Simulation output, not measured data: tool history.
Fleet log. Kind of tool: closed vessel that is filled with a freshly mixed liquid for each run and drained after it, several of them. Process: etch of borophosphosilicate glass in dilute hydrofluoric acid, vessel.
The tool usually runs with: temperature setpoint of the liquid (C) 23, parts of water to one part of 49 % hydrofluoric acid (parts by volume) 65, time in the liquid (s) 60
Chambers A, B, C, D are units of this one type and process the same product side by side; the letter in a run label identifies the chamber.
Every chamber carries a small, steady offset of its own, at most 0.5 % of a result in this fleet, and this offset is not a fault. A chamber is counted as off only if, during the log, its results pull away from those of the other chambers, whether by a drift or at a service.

run,day,temperature setpoint of the liquid (C),parts of water to one part of 49 % hydrofluoric acid (parts by volume),time in the liquid (s),hours since the thermometer was replaced,hours since the hydrofluoric acid flow meter was replaced,"read-back film thickness of the borophosphosilicate glass reference wafer, read on the same gauge (nm)",thickness taken off the borophosphosilicate glass on a monitor wafer (Å)
1B,0.158,23,65,60,445.2,326.1,30.022,312.61
2D,0.350,23,65,60,753.3,525.7,29.975,305.87
3C,0.483,23,65,60,298.7,705.0,30.004,306.68
4A,0.729,23,65,60,154.0,1423.5,29.976,310.29
5C,0.979,23,65,60,310.6,716.9,29.976,314.23
6B,1.233,23,65,60,471.0,351.9,30.017,308.80
7A,1.371,23,65,60,169.4,1438.9,29.993,307.61
8D,1.608,23,65,60,783.5,555.9,30.017,308.10
9A,1.771,23,65,60,179.0,1448.5,30.004,311.10
10D,1.912,23,65,60,790.8,563.2,30.024,307.22
11B,2.171,23,65,60,493.5,374.4,30.035,302.49
12C,2.333,23,65,60,343.1,749.4,30.016,306.84
13D,2.571,23,65,60,806.6,579.0,30.059,310.58
14A,2.712,23,65,60,201.6,1471.1,30.010,304.30
15C,2.983,23,65,60,358.7,765.0,29.960,305.61
16B,3.108,23,65,60,516.0,396.9,30.036,292.09
17B,3.342,23,65,60,521.6,402.5,30.033,298.37
18A,3.575,23,65,60,222.3,1491.8,30.032,305.75
19D,3.804,23,65,60,836.2,608.6,30.031,304.98
20C,3.942,23,65,60,381.7,788.0,29.981,307.26
# day 4.088: chamber D: thermometer replaced
21D,4.112,23,65,60,0.7,616.0,29.962,306.91
22B,4.304,23,55,60,544.7,425.6,30.019,342.57
23A,4.533,23,55,60,245.3,1514.8,30.029,364.35
24C,4.754,23,55,60,401.2,807.5,30.036,369.77
25B,4.896,23,55,60,558.9,439.8,29.991,341.69
26D,5.096,23,65,60,24.3,639.6,29.988,311.43
27C,5.246,23,65,60,413.0,819.3,30.019,308.30

Next, all 4 chambers run the settings below, one line each with question marks for the results. What does each chamber give?
28A,5.446,23,65,60,,,,?
28B,5.446,23,65,60,,,,?
28C,5.446,23,65,60,,,,?
28D,5.446,23,65,60,,,,?

run,thickness taken off the borophosphosilicate glass on a monitor wafer (Å)
28A,311.18
28B,290.20
28C,308.00
28D,306.13
